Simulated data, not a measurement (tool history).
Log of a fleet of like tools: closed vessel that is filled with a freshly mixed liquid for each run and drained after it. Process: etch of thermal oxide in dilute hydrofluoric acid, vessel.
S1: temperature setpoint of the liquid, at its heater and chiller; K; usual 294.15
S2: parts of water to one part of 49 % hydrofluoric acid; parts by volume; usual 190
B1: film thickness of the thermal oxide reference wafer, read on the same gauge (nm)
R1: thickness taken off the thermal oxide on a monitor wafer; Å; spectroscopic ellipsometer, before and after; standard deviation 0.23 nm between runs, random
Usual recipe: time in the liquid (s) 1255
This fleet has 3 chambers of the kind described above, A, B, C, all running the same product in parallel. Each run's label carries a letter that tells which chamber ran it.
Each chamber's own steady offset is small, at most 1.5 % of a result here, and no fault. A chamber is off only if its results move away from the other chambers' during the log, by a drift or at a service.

At hour 4.1: chamber C: hydrofluoric acid flow meter replaced.
Run 1B, hour 4.1: usual settings; B1 149.99. Result: R1 259.94 Å.
Run 2A, hour 8.6: usual settings; B1 149.99. Result: R1 255.79 Å.
Run 3C, hour 14.4: usual settings; B1 150.01. Result: R1 249.16 Å.
Run 4C, hour 20.4: usual settings; B1 150. Result: R1 254.32 Å.
Run 5A, hour 26.8: usual settings; B1 150.01. Result: R1 252.66 Å.
Run 6B, hour 32.8: usual settings but time in the liquid (s) 615; B1 149.99. Result: R1 126.81 Å.
Run 7C, hour 38: usual settings but time in the liquid (s) 615; B1 150.01. Result: R1 123.62 Å.
Run 8A, hour 44.3: usual settings but time in the liquid (s) 615; B1 150. Result: R1 122.97 Å.
Run 9B, hour 49.6: usual settings; B1 150.01. Result: R1 263.39 Å.
Run 10C, hour 55.5: usual settings; B1 150.03. Result: R1 252.78 Å.
Run 11A, hour 58.8: usual settings; B1 149.99. Result: R1 257.61 Å.
Run 12B, hour 64.9: usual settings; B1 149.99. Result: R1 258.54 Å.
Run 13C, hour 70.4: usual settings; B1 150. Result: R1 255.24 Å.
Run 14B, hour 75.7: usual settings; B1 150.01. Result: R1 259.26 Å.
Run 15A, hour 78.8: usual settings; B1 149.98. Result: R1 252.62 Å.
Run 16C, hour 83.1: usual settings but S1 298.15 K, time in the liquid (s) 1905; B1 150. Result: R1 449.87 Å.
Run 17A, hour 87.7: usual settings but S1 298.15 K, time in the liquid (s) 1905; B1 150.01. Result: R1 443.4 Å.
Run 18B, hour 90.6: usual settings but S1 298.15 K, time in the liquid (s) 1905; B1 150.01. Result: R1 449.34 Å.
Run 19B, hour 95.6: usual settings; B1 150.01. Result: R1 257.59 Å.
Run 20C, hour 99.1: usual settings; B1 150. Result: R1 257.37 Å.
Run 21A, hour 105.4: usual settings; B1 150. Result: R1 252.42 Å.
Run 22A, hour 109.2: usual settings; B1 149.99. Result: R1 246.76 Å.
Run 23B, hour 114.3: usual settings; B1 149.98. Result: R1 264.52 Å.
Run 24C, hour 119.1: usual settings; B1 150.01. Result: R1 254.74 Å.
Run 25C, hour 123.8: usual settings; B1 149.99. Result: R1 253.73 Å.
Run 26B, hour 126.9: usual settings; B1 150. Result: R1 259.86 Å.
Run 27A, hour 131.5: usual settings; B1 150. Result: R1 246.5 Å.
Run 28C, hour 134.7: usual settings; B1 149.99. Result: R1 252.69 Å.
Run 29B, hour 140.3: usual settings; B1 150. Result: R1 260.82 Å.
Run 30A, hour 145.8: usual settings; B1 150. Result: R1 249.8 Å.
Run 31B, hour 150.2: usual settings; B1 149.99. Result: R1 263.73 Å.
Run 32A, hour 156.6: usual settings; B1 150. Result: R1 243.58 Å.
Run 33C, hour 160.4: usual settings; B1 149.99. Result: R1 254.41 Å.
Run 34B, hour 166.9: usual settings; B1 150.01. Result: R1 261.33 Å.
Run 35A, hour 170: usual settings; B1 150.02. Result: R1 243.24 Å.
Run 36C, hour 176: usual settings; B1 149.99. Result: R1 253.64 Å.
Run 37A, hour 181.8: usual settings; B1 149.99. Result: R1 243.02 Å.
Run 38B, hour 187.5: usual settings; B1 150. Result: R1 259.53 Å.
Run 39C, hour 190.6: usual settings; B1 149.99. Result: R1 254.31 Å.
Run 40B, hour 193.9: usual settings but S2 160 parts by volume, time in the liquid (s) 1690; B1 150. Result: R1 425.37 Å.
Run 41C, hour 198.1: usual settings but S2 160 parts by volume, time in the liquid (s) 1690; B1 149.98. Result: R1 422.13 Å.
Run 42A, hour 203.8: usual settings but S2 160 parts by volume, time in the liquid (s) 1690; B1 150. Result: R1 400.83 Å.
Run 43A, hour 209: usual settings but S1 298.65 K, S2 275 parts by volume; B1 149.99. Result: R1 176.64 Å.
Run 44C, hour 213.9: usual settings but S1 298.65 K, S2 275 parts by volume; B1 150.01. Result: R1 189.76 Å.

Read the log: is a single chamber off, either drifting away or since a service, is the gauge that measures every chamber drifting, or is nothing wrong beyond small per-chamber offsets? Name any odd chamber and what most likely caused it.

Little by little, chamber A moves away from the other chambers.
Likeliest cause: hydrofluoric acid flow below the setpoint (%) = 6.55.
With only this log, it may be confused with: liquid colder than its thermometer reads (K).

Here are 4 candidates for chamber A's next run, each the usual settings with a change, their results left as question marks. Which one brings its results back in line with what the others give on the usual settings?
Counts as in line when no further than this from what the other chambers average on the usual settings: R1 8.1 Å
Run 45A-1, hour 218.6: usual settings but S2 195 parts by volume, time in the liquid (s) 1205. Result: R1 ?.
Run 45A-2, hour 218.6: usual settings but time in the liquid (s) 1230. Result: R1 ?.
Run 45A-3, hour 218.6: usual settings but time in the liquid (s) 1270. Result: R1 ?.
Run 45A-4, hour 218.6: usual settings but S2 185 parts by volume, time in the liquid (s) 1305. Result: R1 ?.

Other chambers, usual settings, mean: R1 256.97 Å
  run      R1
45A-1  220.77
45A-2  232.55
45A-3  240.12
45A-4   254.8
It is 45A-4 that realigns the chamber with its peers.

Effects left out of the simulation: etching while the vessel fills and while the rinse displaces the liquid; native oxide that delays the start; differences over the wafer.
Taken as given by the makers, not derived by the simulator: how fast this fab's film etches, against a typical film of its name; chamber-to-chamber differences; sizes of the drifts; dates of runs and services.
